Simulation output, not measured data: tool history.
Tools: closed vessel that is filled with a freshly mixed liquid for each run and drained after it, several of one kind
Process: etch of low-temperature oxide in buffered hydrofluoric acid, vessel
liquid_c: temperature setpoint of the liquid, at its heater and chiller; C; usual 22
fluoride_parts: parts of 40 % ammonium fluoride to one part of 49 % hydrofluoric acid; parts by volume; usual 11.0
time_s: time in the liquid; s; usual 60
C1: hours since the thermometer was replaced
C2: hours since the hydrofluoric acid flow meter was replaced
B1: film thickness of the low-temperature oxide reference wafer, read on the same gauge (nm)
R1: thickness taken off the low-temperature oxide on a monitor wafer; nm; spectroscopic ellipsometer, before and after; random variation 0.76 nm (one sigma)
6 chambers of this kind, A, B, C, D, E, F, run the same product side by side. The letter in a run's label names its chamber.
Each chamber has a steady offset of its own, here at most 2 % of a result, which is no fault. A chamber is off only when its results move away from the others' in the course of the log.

run 1E hour=8.6 | liquid_c=22 fluoride_parts=11.0 time_s=60 | C1=241.0 C2=438.2 | B1=100.010 | R1=114.390
run 2F hour=19.5 | liquid_c=22 fluoride_parts=11.0 time_s=60 | C1=77.9 C2=882.5 | B1=100.020 | R1=112.480
run 3D hour=31.7 | liquid_c=22 fluoride_parts=11.0 time_s=60 | C1=577.7 C2=1496.2 | B1=100.000 | R1=112.100
run 4B hour=45.5 | liquid_c=22 fluoride_parts=11.0 time_s=60 | C1=931.4 C2=382.8 | B1=99.989 | R1=110.900
run 5A hour=60.0 | liquid_c=22 fluoride_parts=11.0 time_s=60 | C1=436.5 C2=554.4 | B1=99.968 | R1=114.170
run 6C hour=68.0 | liquid_c=22 fluoride_parts=13.0 time_s=60 | C1=263.7 C2=1102.1 | B1=99.997 | R1=95.238
run 7F hour=76.9 | liquid_c=22 fluoride_parts=13.0 time_s=60 | C1=135.3 C2=939.9 | B1=99.996 | R1=95.312
run 8B hour=92.6 | liquid_c=22 fluoride_parts=13.0 time_s=60 | C1=978.5 C2=429.9 | B1=99.992 | R1=95.201
-- hour=97.7 chamber E: hydrofluoric acid flow meter replaced
run 9C hour=101.3 | liquid_c=22 fluoride_parts=13.0 time_s=60 | C1=297.0 C2=1135.4 | B1=100.050 | R1=96.943
-- hour=112.7 chamber D: hydrofluoric acid flow meter replaced
run 10E hour=116.9 | liquid_c=22 fluoride_parts=13.0 time_s=60 | C1=349.3 C2=19.3 | B1=100.030 | R1=96.518
run 11D hour=130.9 | liquid_c=22 fluoride_parts=13.0 time_s=60 | C1=676.9 C2=18.2 | B1=100.040 | R1=95.112
run 12A hour=142.3 | liquid_c=22 fluoride_parts=11.0 time_s=60 | C1=518.8 C2=636.7 | B1=100.030 | R1=114.820
run 13E hour=154.6 | liquid_c=22 fluoride_parts=11.0 time_s=60 | C1=387.0 C2=57.0 | B1=99.988 | R1=114.380
run 14B hour=163.0 | liquid_c=22 fluoride_parts=11.0 time_s=60 | C1=1048.9 C2=500.3 | B1=99.962 | R1=110.740
run 15F hour=174.2 | liquid_c=22 fluoride_parts=11.0 time_s=60 | C1=232.6 C2=1037.2 | B1=100.030 | R1=114.050
run 16D hour=189.7 | liquid_c=22 fluoride_parts=11.0 time_s=60 | C1=735.7 C2=77.0 | B1=100.000 | R1=111.960
run 17A hour=201.6 | liquid_c=22 fluoride_parts=11.0 time_s=60 | C1=578.1 C2=696.0 | B1=100.010 | R1=114.860
run 18C hour=210.6 | liquid_c=22 fluoride_parts=11.0 time_s=60 | C1=406.3 C2=1244.7 | B1=99.990 | R1=112.650
run 19E hour=225.0 | liquid_c=22 fluoride_parts=11.0 time_s=60 | C1=457.4 C2=127.4 | B1=100.040 | R1=113.750
run 20D hour=233.1 | liquid_c=22 fluoride_parts=11.0 time_s=60 | C1=779.1 C2=120.4 | B1=99.982 | R1=112.940
run 21B hour=241.7 | liquid_c=24 fluoride_parts=11.0 time_s=60 | C1=1127.6 C2=579.0 | B1=99.987 | R1=122.710
-- hour=242.1 chamber A: hydrofluoric acid flow meter replaced
-- hour=252.9 chamber C: hydrofluoric acid flow meter replaced
run 22C hour=255.6 | liquid_c=24 fluoride_parts=11.0 time_s=60 | C1=451.3 C2=2.8 | B1=100.050 | R1=127.440
run 23F hour=269.0 | liquid_c=24 fluoride_parts=11.0 time_s=60 | C1=327.4 C2=1132.0 | B1=99.981 | R1=124.400
run 24A hour=281.0 | liquid_c=24 fluoride_parts=11.0 time_s=60 | C1=657.5 C2=38.9 | B1=100.010 | R1=127.680
-- hour=289.5 chamber B: thermometer replaced
run 25E hour=294.4 | liquid_c=24 fluoride_parts=11.0 time_s=60 | C1=526.8 C2=196.8 | B1=99.969 | R1=128.100
run 26D hour=308.7 | liquid_c=24 fluoride_parts=11.0 time_s=60 | C1=854.7 C2=196.0 | B1=100.060 | R1=125.200
run 27A hour=323.2 | liquid_c=22 fluoride_parts=11.0 time_s=60 | C1=699.7 C2=81.1 | B1=100.040 | R1=114.320
run 28B hour=333.8 | liquid_c=22 fluoride_parts=11.0 time_s=60 | C1=44.3 C2=671.1 | B1=99.972 | R1=112.850
run 29F hour=345.0 | liquid_c=22 fluoride_parts=11.0 time_s=60 | C1=403.4 C2=1208.0 | B1=99.988 | R1=107.930
run 30C hour=358.5 | liquid_c=22 fluoride_parts=13.5 time_s=75 | C1=554.2 C2=105.7 | B1=99.986 | R1=115.080
run 31D hour=372.0 | liquid_c=22 fluoride_parts=13.5 time_s=75 | C1=918.0 C2=259.3 | B1=100.060 | R1=113.860
run 32E hour=386.9 | liquid_c=22 fluoride_parts=13.5 time_s=75 | C1=619.3 C2=289.3 | B1=99.946 | R1=116.950
run 33F hour=396.6 | liquid_c=22 fluoride_parts=13.5 time_s=75 | C1=455.0 C2=1259.6 | B1=100.040 | R1=109.770
run 34A hour=404.4 | liquid_c=22 fluoride_parts=13.5 time_s=75 | C1=780.9 C2=162.3 | B1=99.952 | R1=116.390
run 35C hour=415.3 | liquid_c=22 fluoride_parts=13.5 time_s=75 | C1=611.0 C2=162.5 | B1=99.989 | R1=116.520
run 36B hour=425.9 | liquid_c=22 fluoride_parts=15.5 time_s=75 | C1=136.4 C2=763.2 | B1=99.972 | R1=100.080
run 37D hour=432.8 | liquid_c=22 fluoride_parts=15.5 time_s=75 | C1=978.8 C2=320.1 | B1=100.030 | R1=100.640
run 38C hour=442.1 | liquid_c=22 fluoride_parts=15.5 time_s=75 | C1=637.8 C2=189.3 | B1=100.030 | R1=102.930
run 39B hour=454.7 | liquid_c=22 fluoride_parts=15.5 time_s=75 | C1=165.2 C2=792.0 | B1=99.994 | R1=100.430

All 6 chambers run these settings next. Forecast each chamber's results:
run 40A hour=466.0 | liquid_c=22 fluoride_parts=11.0 time_s=60 | R1=?
run 40B hour=466.0 | liquid_c=22 fluoride_parts=11.0 time_s=60 | R1=?
run 40C hour=466.0 | liquid_c=22 fluoride_parts=11.0 time_s=60 | R1=?
run 40D hour=466.0 | liquid_c=22 fluoride_parts=11.0 time_s=60 | R1=?
run 40E hour=466.0 | liquid_c=22 fluoride_parts=11.0 time_s=60 | R1=?
run 40F hour=466.0 | liquid_c=22 fluoride_parts=11.0 time_s=60 | R1=?

run=40A R1=114.250
run=40B R1=111.300
run=40C R1=113.670
run=40D R1=111.440
run=40E R1=115.970
run=40F R1=104.740
